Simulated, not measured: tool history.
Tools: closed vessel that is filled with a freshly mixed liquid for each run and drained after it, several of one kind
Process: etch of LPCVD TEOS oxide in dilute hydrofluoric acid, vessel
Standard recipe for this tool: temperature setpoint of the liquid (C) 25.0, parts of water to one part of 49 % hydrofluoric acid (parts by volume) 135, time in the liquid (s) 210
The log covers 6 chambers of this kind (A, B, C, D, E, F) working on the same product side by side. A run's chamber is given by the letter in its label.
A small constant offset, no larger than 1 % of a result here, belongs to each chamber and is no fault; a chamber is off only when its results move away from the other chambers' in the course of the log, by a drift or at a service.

| run | hour | temperature setpoint of the liquid (C) | parts of water to one part of 49 % hydrofluoric acid (parts by volume) | time in the liquid (s) | read-back film thickness of the LPCVD TEOS oxide reference wafer, read on the same gauge (nm) | thickness taken off the LPCVD TEOS oxide on a monitor wafer (angstrom) |
|---|---|---|---|---|---|---|
| 1A | 8.2 | 25.0 | 135 | 210 | 119.99 | 594.51 |
|  | 13.3 | chamber C: thermometer replaced |
| 2B | 18.6 | 25.0 | 135 | 210 | 120.00 | 593.50 |
| 3F | 26.8 | 25.0 | 135 | 210 | 120.02 | 585.97 |
| 4C | 37.6 | 25.0 | 135 | 210 | 120.01 | 581.70 |
| 5D | 43.9 | 25.0 | 135 | 210 | 120.04 | 579.85 |
| 6E | 52.5 | 25.0 | 135 | 210 | 119.98 | 592.23 |
| 7F | 63.3 | 25.0 | 135 | 210 | 120.00 | 572.56 |
| 8C | 70.2 | 25.0 | 110 | 210 | 120.02 | 750.12 |
| 9D | 75.8 | 25.0 | 110 | 210 | 120.02 | 736.59 |
| 10A | 86.7 | 25.0 | 110 | 210 | 120.00 | 747.45 |
|  | 87.0 | chamber F: thermometer replaced |
| 11B | 94.1 | 25.0 | 110 | 210 | 120.00 | 733.16 |
| 12E | 100.9 | 25.0 | 110 | 210 | 119.98 | 740.00 |
|  | 102.2 | chamber B: hydrofluoric acid flow meter replaced |
| 13B | 108.9 | 25.0 | 110 | 210 | 119.98 | 745.59 |
| 14D | 115.3 | 25.0 | 165 | 210 | 119.96 | 467.50 |
| 15A | 121.7 | 25.0 | 165 | 210 | 120.02 | 468.07 |
| 16C | 132.1 | 25.0 | 165 | 210 | 119.97 | 458.24 |
| 17F | 143.8 | 25.0 | 165 | 210 | 120.00 | 460.00 |
| 18E | 150.6 | 25.0 | 165 | 210 | 120.01 | 463.48 |
| 19E | 162.2 | 25.0 | 165 | 210 | 120.03 | 466.90 |
|  | 164.1 | chamber A: thermometer replaced |
|  | 165.7 | chamber B: thermometer replaced |
| 20A | 169.6 | 25.0 | 135 | 210 | 120.00 | 589.24 |
| 21B | 181.2 | 25.0 | 135 | 210 | 119.98 | 589.50 |
| 22F | 192.6 | 25.0 | 135 | 210 | 120.00 | 584.07 |
| 23D | 201.2 | 25.0 | 135 | 270 | 120.00 | 737.28 |
| 24C | 212.4 | 25.0 | 135 | 270 | 120.03 | 749.06 |
| 25C | 222.1 | 25.0 | 135 | 270 | 119.97 | 754.26 |
| 26A | 232.5 | 25.0 | 135 | 270 | 119.98 | 749.22 |
| 27B | 241.0 | 25.0 | 135 | 270 | 120.00 | 753.39 |
| 28F | 250.5 | 25.0 | 135 | 270 | 119.99 | 744.49 |
| 29D | 258.0 | 21.5 | 135 | 115 | 120.01 | 277.14 |
| 30E | 265.9 | 21.5 | 135 | 115 | 120.04 | 266.18 |
| 31B | 271.4 | 21.5 | 135 | 115 | 119.98 | 284.27 |
| 32F | 277.9 | 21.5 | 135 | 115 | 120.02 | 277.22 |
| 33D | 283.7 | 21.5 | 135 | 115 | 120.02 | 284.62 |
| 34A | 293.3 | 21.5 | 135 | 115 | 120.01 | 275.27 |
| 35C | 305.3 | 25.0 | 135 | 210 | 120.02 | 582.63 |
| 36E | 315.4 | 25.0 | 135 | 210 | 120.00 | 547.05 |
| 37E | 321.7 | 25.0 | 135 | 210 | 120.01 | 537.04 |
| 38C | 333.6 | 25.0 | 135 | 210 | 120.02 | 586.90 |
|  | 335.7 | chamber D: thermometer replaced |
| 39A | 343.8 | 25.0 | 135 | 210 | 120.04 | 591.98 |
| 40D | 351.8 | 25.0 | 135 | 210 | 119.99 | 582.34 |
| 41B | 361.2 | 25.0 | 135 | 210 | 119.95 | 588.10 |
| 42F | 368.3 | 25.0 | 135 | 210 | 119.99 | 582.88 |
| 43B | 377.5 | 25.0 | 135 | 210 | 119.99 | 590.95 |

Which is it: a chamber that has drifted or been left off by a service, a gauge drift common to all chambers, or only each chamber's usual small offset? If a chamber is off, name it and its likeliest cause.

Chamber E drifts away from the others.
What lies behind it: hydrofluoric acid flow below the setpoint (%) = 9.56.
From this log alone, it may not be told apart from: liquid colder than its thermometer reads (K).

Chamber E could run next with any of the 4 candidate recipes listed below; each alters the usual settings, and their results appear as question marks. Which one brings its results back in line with what the other chambers deliver on the usual settings?
In-line tolerance around the mean of the other chambers on the usual settings: thickness taken off the LPCVD TEOS oxide on a monitor wafer (angstrom) 18.00
| 44E-1 | 386.1 | 28.0 | 135 | 210 |  | ? |
| 44E-2 | 386.1 | 25.0 | 130 | 210 |  | ? |
| 44E-3 | 386.1 | 24.5 | 135 | 190 |  | ? |
| 44E-4 | 386.1 | 25.0 | 140 | 210 |  | ? |

Average result of the remaining chambers running the usual settings: thickness taken off the LPCVD TEOS oxide on a monitor wafer (angstrom) 583.89
| run | thickness taken off the LPCVD TEOS oxide on a monitor wafer (angstrom) |
|---|---|
| 44E-1 | 579.07 |
| 44E-2 | 541.85 |
| 44E-3 | 460.68 |
| 44E-4 | 497.33 |
With 44E-1, the chamber falls back in line with the rest.

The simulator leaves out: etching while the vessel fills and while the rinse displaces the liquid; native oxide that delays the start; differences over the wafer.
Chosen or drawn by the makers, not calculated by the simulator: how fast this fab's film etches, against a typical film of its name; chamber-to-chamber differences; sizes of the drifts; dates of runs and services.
